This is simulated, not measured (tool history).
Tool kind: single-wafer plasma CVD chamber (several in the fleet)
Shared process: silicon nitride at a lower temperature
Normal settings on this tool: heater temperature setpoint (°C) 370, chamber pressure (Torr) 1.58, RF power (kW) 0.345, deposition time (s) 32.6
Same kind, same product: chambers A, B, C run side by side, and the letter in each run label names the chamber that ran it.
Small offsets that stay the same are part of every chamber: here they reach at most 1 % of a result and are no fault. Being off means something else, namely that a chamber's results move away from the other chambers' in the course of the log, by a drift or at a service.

| run | hour | heater temperature setpoint (°C) | chamber pressure (Torr) | RF power (kW) | deposition time (s) | read-back reference wafer on the same gauge, thickness_nm | mean film thickness on the monitor wafer (angstrom) |
|---|---|---|---|---|---|---|---|
| 1B | 5 | 370 | 1.58 | 0.345 | 32.6 | 40.617 | 412.75 |
| 2C | 13.2 | 370 | 1.58 | 0.345 | 32.6 | 40.624 | 416.91 |
| 3A | 20.6 | 370 | 1.58 | 0.345 | 32.6 | 40.581 | 413.72 |
| 4C | 25.6 | 370 | 1.58 | 0.345 | 32.6 | 40.575 | 414.99 |
| 5B | 33.9 | 370 | 1.58 | 0.345 | 32.6 | 40.606 | 413.37 |
| 6A | 41.7 | 370 | 1.58 | 0.345 | 32.6 | 40.573 | 415.11 |
| 7A | 47.7 | 370 | 1.58 | 0.345 | 32.6 | 40.596 | 414.55 |
| 8B | 56.9 | 370 | 1.58 | 0.345 | 32.6 | 40.589 | 412.86 |
| 9C | 65 | 370 | 1.58 | 0.345 | 32.6 | 40.581 | 418.42 |
| 10C | 72.1 | 370 | 1.58 | 0.345 | 32.6 | 40.592 | 417.26 |
| 11B | 76.8 | 370 | 1.58 | 0.345 | 32.6 | 40.58 | 415.74 |
| 12A | 84.6 | 370 | 1.58 | 0.345 | 32.6 | 40.583 | 414.54 |
| 13A | 89.7 | 370 | 1.58 | 0.345 | 32.6 | 40.579 | 408.3 |
| 14C | 95.1 | 370 | 1.58 | 0.345 | 32.6 | 40.616 | 417.78 |
| 15B | 101.1 | 370 | 1.58 | 0.345 | 32.6 | 40.545 | 411.83 |
| 16A | 106.9 | 370 | 1.58 | 0.345 | 32.6 | 40.598 | 415.31 |
| 17B | 115.4 | 370 | 1.58 | 0.345 | 32.6 | 40.614 | 413.29 |
|  | 117.6 | chamber A: RF generator calibrated |
| 18C | 121.3 | 370 | 1.58 | 0.345 | 32.6 | 40.641 | 414.29 |
| 19C | 128.6 | 370 | 1.58 | 0.345 | 32.6 | 40.621 | 418.89 |
| 20A | 135.6 | 360 | 1.86 | 0.345 | 32.6 | 40.619 | 432.76 |
| 21B | 142.7 | 360 | 1.86 | 0.345 | 32.6 | 40.598 | 434.77 |
| 22C | 151.3 | 360 | 1.86 | 0.345 | 32.6 | 40.656 | 438.69 |
| 23A | 159.5 | 370 | 1.58 | 0.345 | 32.6 | 40.648 | 413.6 |
| 24B | 165.4 | 370 | 1.58 | 0.345 | 32.6 | 40.616 | 412.5 |
| 25C | 172.8 | 370 | 1.58 | 0.345 | 32.6 | 40.577 | 417.13 |
| 26A | 179.7 | 370 | 1.58 | 0.345 | 32.6 | 40.57 | 409.26 |
| 27B | 183.7 | 370 | 1.58 | 0.345 | 32.6 | 40.584 | 411.85 |
| 28B | 188.2 | 370 | 1.58 | 0.345 | 32.6 | 40.571 | 411.63 |
| 29A | 194.7 | 370 | 1.58 | 0.345 | 32.6 | 40.61 | 414.23 |
| 30C | 198.9 | 370 | 1.58 | 0.345 | 32.6 | 40.616 | 416.97 |
| 31C | 206.6 | 370 | 1.58 | 0.345 | 32.6 | 40.601 | 410.86 |
| 32B | 213.9 | 370 | 1.58 | 0.345 | 32.6 | 40.608 | 412.99 |
| 33A | 221.9 | 370 | 1.58 | 0.345 | 32.6 | 40.645 | 412.5 |
| 34A | 226.3 | 370 | 1.58 | 0.345 | 32.6 | 40.673 | 416.03 |
| 35B | 235.1 | 370 | 1.58 | 0.345 | 32.6 | 40.577 | 411.22 |

Each of the 3 chambers runs these same settings next. Fill in every chamber's results:
| 36A | 241.7 | 370 | 1.58 | 0.345 | 32.6 |  | ? |
| 36B | 241.7 | 370 | 1.58 | 0.345 | 32.6 |  | ? |
| 36C | 241.7 | 370 | 1.58 | 0.345 | 32.6 |  | ? |

| run | mean film thickness on the monitor wafer (angstrom) |
|---|---|
| 36A | 415.17 |
| 36B | 413.02 |
| 36C | 416.72 |
